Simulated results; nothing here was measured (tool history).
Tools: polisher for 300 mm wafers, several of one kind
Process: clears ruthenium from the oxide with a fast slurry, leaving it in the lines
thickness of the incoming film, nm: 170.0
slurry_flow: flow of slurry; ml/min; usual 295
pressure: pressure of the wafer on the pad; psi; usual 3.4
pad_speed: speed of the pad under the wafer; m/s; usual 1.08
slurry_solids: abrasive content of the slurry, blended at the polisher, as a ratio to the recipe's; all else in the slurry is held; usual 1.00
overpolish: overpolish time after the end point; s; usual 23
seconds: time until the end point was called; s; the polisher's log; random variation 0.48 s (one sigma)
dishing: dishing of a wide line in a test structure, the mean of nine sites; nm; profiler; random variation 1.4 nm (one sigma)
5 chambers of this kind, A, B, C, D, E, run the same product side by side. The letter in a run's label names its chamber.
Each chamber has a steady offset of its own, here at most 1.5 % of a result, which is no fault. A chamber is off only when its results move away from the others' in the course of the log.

run   hour  slurry_flow  pressure  pad_speed  slurry_solids  overpolish  wafers polished on this pad  hours since the slurry nozzle was cleaned  hours since the head pressure was calibrated  hours since the slurry blender was calibrated  seconds  dishing
 1B    4.4          295       3.4       1.08           1.00          23                          570                                      357.8                                         267.6                                           38.0   30.867   94.709
 2D    8.8          295       3.4       1.08           1.00          23                          543                                      600.7                                         339.2                                           61.2   29.653   96.787
 3A   11.2          295       3.4       1.08           1.00          23                          834                                      694.5                                         538.9                                          327.6   29.946   95.191
      12.9  -- chamber C: slurry nozzle cleaned
 4E   15.0          295       3.4       1.08           1.00          23                          258                                      143.7                                         134.3                                          173.7   30.247   94.922
 5C   17.5          350       3.4       1.08           1.00          23                          868                                        4.6                                         899.0                                          134.1   28.465   96.437
      18.7  -- chamber A: slurry blender recalibrated
 6B   20.6          350       3.4       1.08           1.00          23                          718                                      374.0                                         283.8                                           54.2   29.243   97.364
 7D   24.3          350       3.4       1.08           1.00          23                          684                                      616.2                                         354.7                                           76.7   28.422   94.092
 8A   28.4          350       3.4       1.08           1.00          23                          991                                      711.7                                         556.1                                            9.7   28.981   94.834
 9C   31.5          350       3.4       1.08           1.00          23                          995                                       18.6                                         913.0                                          148.1   30.231   95.394
      33.9  -- chamber A: worn pad replaced by a new one
10E   35.6          295       3.4       1.08           1.00          23                          446                                      164.3                                         154.9                                          194.3   30.617   90.944
11A   38.5          295       3.4       1.08           1.00          30                           42                                      721.8                                         566.2                                           19.8   28.652  116.420
12E   42.9          295       3.4       1.08           1.00          30                          512                                      171.6                                         162.2                                          201.6   31.205  115.500
      43.8  -- chamber D: head pressure recalibrated
13C   44.8          295       3.4       1.08           1.00          30                         1117                                       31.9                                         926.3                                          161.4   30.183  116.150
      46.5  -- chamber C: worn pad replaced by a new one
14B   49.0          295       3.4       1.08           1.00          30                          977                                      402.4                                         312.2                                           82.6   32.026  110.390
15D   52.9          295       3.4       1.08           1.00          30                          945                                      644.8                                           9.2                                          105.3   28.178  114.830
16E   56.0          295       3.4       1.08           1.00          23                          632                                      184.7                                         175.3                                          214.7   29.577   93.434
17D   59.2          295       4.1       1.08           1.00          23                         1003                                      651.1                                          15.5                                          111.6   24.221  109.410
18A   62.6          295       4.1       1.08           1.00          23                          262                                      745.9                                         590.3                                           43.9   24.861  111.050
      64.0  -- chamber D: slurry nozzle cleaned
19C   65.4          295       4.1       1.08           1.00          23                          172                                       52.5                                         946.9                                          182.0   24.220  109.490
20B   67.9          295       4.1       1.08           1.00          23                         1149                                      421.3                                         331.1                                          101.5   26.461  103.560
21D   71.2          295       4.1       1.08           1.00          23                         1112                                        7.2                                          27.5                                          123.6   24.278  112.440
22A   75.3          295       3.4       1.08           1.25          23                          377                                      758.6                                         603.0                                           56.6   26.962  102.230
23C   78.3          295       3.4       1.08           1.25          23                          290                                       65.4                                         959.8                                          194.9   27.563  101.650
24B   82.2          295       3.4       1.08           1.25          23                         1280                                      435.6                                         345.4                                          115.8   29.427   95.031
25E   84.8          295       3.4       1.08           1.25          23                          894                                      213.5                                         204.1                                          243.5   27.016  104.050
26C   88.2          295       3.4       1.08           1.25          23                          380                                       75.3                                         969.7                                          204.8   27.274  102.420
      90.1  -- chamber B: worn pad replaced by a new one
27A   90.7          295       3.4       1.08           1.00          23                          518                                      774.0                                         618.4                                           72.0   30.204   93.507
      92.6  -- chamber D: worn pad replaced by a new one
28B   92.6          295       3.4       0.88           1.00          23                           23                                      446.0                                         355.8                                          126.2   40.686   73.275
      92.7  -- chamber C: slurry blender recalibrated
29E   95.8          295       3.4       0.88           1.00          23                          995                                      224.5                                         215.1                                          254.5   36.488   79.959
30D   99.4          295       3.4       0.88           1.00          23                           62                                       35.4                                          55.7                                          151.8   34.920   80.665
31B  102.3          295       3.4       0.88           1.00          23                          111                                      455.7                                         365.5                                          135.9   41.980   72.092
32A  104.2          295       3.4       0.88           1.00          23                          641                                      787.5                                         631.9                                           85.5   35.639   82.114
33C  106.5          295       3.4       1.08           1.00          23                          547                                       93.6                                         988.0                                           13.9   29.380   97.072
34D  110.1          295       3.4       1.08           1.00          23                          159                                       46.1                                          66.4                                          162.5   30.009   96.480
     111.5  -- chamber E: worn pad replaced by a new one
35E  113.2          295       3.4       1.08           1.00          23                           15                                      241.9                                         232.5                                          271.9   29.625   93.526

Next, every chamber runs the same settings. What will each give?
36A  116.4          295       3.4       1.08           0.70          23                                                                                                                                                                             ?        ?
36B  116.4          295       3.4       1.08           0.70          23                                                                                                                                                                             ?        ?
36C  116.4          295       3.4       1.08           0.70          23                                                                                                                                                                             ?        ?
36D  116.4          295       3.4       1.08           0.70          23                                                                                                                                                                             ?        ?
36E  116.4          295       3.4       1.08           0.70          23                                                                                                                                                                             ?        ?

run  seconds  dishing
36A   34.816   82.553
36B   44.183   69.489
36C   36.411   83.332
36D   35.506   82.742
36E   36.605   81.741
